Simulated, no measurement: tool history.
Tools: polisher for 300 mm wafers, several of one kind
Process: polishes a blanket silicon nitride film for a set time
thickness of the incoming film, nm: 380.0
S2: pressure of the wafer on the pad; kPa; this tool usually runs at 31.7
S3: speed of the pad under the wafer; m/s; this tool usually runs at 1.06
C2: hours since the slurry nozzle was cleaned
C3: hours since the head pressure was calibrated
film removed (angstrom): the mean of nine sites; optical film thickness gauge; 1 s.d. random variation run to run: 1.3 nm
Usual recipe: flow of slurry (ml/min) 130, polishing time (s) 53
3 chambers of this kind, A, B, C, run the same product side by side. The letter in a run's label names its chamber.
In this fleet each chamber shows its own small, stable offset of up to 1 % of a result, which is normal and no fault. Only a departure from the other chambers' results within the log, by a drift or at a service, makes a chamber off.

{"run": "1B", "day": 0.483, "flow of slurry (ml/min)": 130, "S2": 31.7, "S3": 1.06, "polishing time (s)": 53, "wafers polished on this pad": 320, "C2": 12.5, "C3": 859.5, "film removed (angstrom)": 1255.5}
{"run": "2A", "day": 0.875, "flow of slurry (ml/min)": 130, "S2": 31.7, "S3": 1.06, "polishing time (s)": 53, "wafers polished on this pad": 667, "C2": 55.1, "C3": 1140.3, "film removed (angstrom)": 1245.4}
{"day": 1.212, "done": "chamber A: worn pad replaced by a new one"}
{"run": "3C", "day": 1.362, "flow of slurry (ml/min)": 130, "S2": 31.7, "S3": 1.06, "polishing time (s)": 53, "wafers polished on this pad": 439, "C2": 130.1, "C3": 204.7, "film removed (angstrom)": 1270.6}
{"run": "4B", "day": 1.9, "flow of slurry (ml/min)": 130, "S2": 31.7, "S3": 1.06, "polishing time (s)": 53, "wafers polished on this pad": 725, "C2": 46.5, "C3": 893.5, "film removed (angstrom)": 1208.8}
{"run": "5C", "day": 2.3, "flow of slurry (ml/min)": 130, "S2": 31.7, "S3": 0.78, "polishing time (s)": 53, "wafers polished on this pad": 707, "C2": 152.6, "C3": 227.2, "film removed (angstrom)": 990.75}
{"run": "6A", "day": 2.671, "flow of slurry (ml/min)": 130, "S2": 31.7, "S3": 0.78, "polishing time (s)": 53, "wafers polished on this pad": 417, "C2": 98.2, "C3": 1183.4, "film removed (angstrom)": 956.91}
{"run": "7A", "day": 3.021, "flow of slurry (ml/min)": 130, "S2": 31.7, "S3": 0.78, "polishing time (s)": 53, "wafers polished on this pad": 517, "C2": 106.6, "C3": 1191.8, "film removed (angstrom)": 954.94}
{"run": "8B", "day": 3.333, "flow of slurry (ml/min)": 130, "S2": 31.7, "S3": 1.06, "polishing time (s)": 53, "wafers polished on this pad": 1135, "C2": 80.9, "C3": 927.9, "film removed (angstrom)": 1202.0}
{"run": "9C", "day": 3.817, "flow of slurry (ml/min)": 130, "S2": 31.7, "S3": 1.06, "polishing time (s)": 53, "wafers polished on this pad": 1140, "C2": 189.0, "C3": 263.6, "film removed (angstrom)": 1279.6}
{"run": "10B", "day": 4.225, "flow of slurry (ml/min)": 130, "S2": 31.7, "S3": 1.06, "polishing time (s)": 53, "wafers polished on this pad": 1390, "C2": 102.3, "C3": 949.3, "film removed (angstrom)": 1208.3}
{"day": 4.446, "done": "chamber A: worn pad replaced by a new one"}
{"run": "11A", "day": 4.754, "flow of slurry (ml/min)": 130, "S2": 31.7, "S3": 1.06, "polishing time (s)": 53, "wafers polished on this pad": 88, "C2": 148.2, "C3": 1233.4, "film removed (angstrom)": 1278.7}
{"day": 5.088, "done": "chamber C: worn pad replaced by a new one"}
{"run": "12C", "day": 5.246, "flow of slurry (ml/min)": 130, "S2": 31.7, "S3": 1.06, "polishing time (s)": 53, "wafers polished on this pad": 45, "C2": 223.3, "C3": 297.9, "film removed (angstrom)": 1249.7}
{"run": "13C", "day": 5.542, "flow of slurry (ml/min)": 130, "S2": 31.7, "S3": 1.06, "polishing time (s)": 53, "wafers polished on this pad": 130, "C2": 230.4, "C3": 305.0, "film removed (angstrom)": 1269.7}
{"day": 5.7, "done": "chamber A: head pressure recalibrated"}
{"day": 5.717, "done": "chamber B: head pressure recalibrated"}
{"run": "14A", "day": 6.1, "flow of slurry (ml/min)": 130, "S2": 31.7, "S3": 1.06, "polishing time (s)": 53, "wafers polished on this pad": 473, "C2": 180.5, "C3": 9.7, "film removed (angstrom)": 1248.4}
{"run": "15B", "day": 6.525, "flow of slurry (ml/min)": 130, "S2": 31.7, "S3": 1.06, "polishing time (s)": 53, "wafers polished on this pad": 2047, "C2": 157.5, "C3": 19.4, "film removed (angstrom)": 1152.5}
{"run": "16B", "day": 6.971, "flow of slurry (ml/min)": 130, "S2": 31.7, "S3": 1.06, "polishing time (s)": 53, "wafers polished on this pad": 2175, "C2": 168.2, "C3": 30.1, "film removed (angstrom)": 1166.0}
{"run": "17C", "day": 7.379, "flow of slurry (ml/min)": 130, "S2": 31.7, "S3": 1.06, "polishing time (s)": 53, "wafers polished on this pad": 655, "C2": 274.5, "C3": 349.1, "film removed (angstrom)": 1246.8}
{"day": 7.546, "done": "chamber A: worn pad replaced by a new one"}
{"run": "18A", "day": 7.621, "flow of slurry (ml/min)": 130, "S2": 31.7, "S3": 1.06, "polishing time (s)": 36, "wafers polished on this pad": 22, "C2": 217.0, "C3": 46.2, "film removed (angstrom)": 839.47}
{"run": "19C", "day": 7.892, "flow of slurry (ml/min)": 130, "S2": 31.7, "S3": 1.06, "polishing time (s)": 36, "wafers polished on this pad": 801, "C2": 286.8, "C3": 361.4, "film removed (angstrom)": 857.48}
{"run": "20B", "day": 8.421, "flow of slurry (ml/min)": 130, "S2": 31.7, "S3": 1.06, "polishing time (s)": 36, "wafers polished on this pad": 2589, "C2": 203.0, "C3": 64.9, "film removed (angstrom)": 768.17}

The same settings go to every chamber for the next run, one line per chamber below. Forecast the results for each:
{"run": "21A", "day": 8.821, "flow of slurry (ml/min)": 130, "S2": 31.7, "S3": 1.06, "polishing time (s)": 53, "film removed (angstrom)": "?"}
{"run": "21B", "day": 8.821, "flow of slurry (ml/min)": 130, "S2": 31.7, "S3": 1.06, "polishing time (s)": 53, "film removed (angstrom)": "?"}
{"run": "21C", "day": 8.821, "flow of slurry (ml/min)": 130, "S2": 31.7, "S3": 1.06, "polishing time (s)": 53, "film removed (angstrom)": "?"}

run=21A film_removed_(angstrom)=1247.50
run=21B film_removed_(angstrom)=1114.40
run=21C film_removed_(angstrom)=1240.00
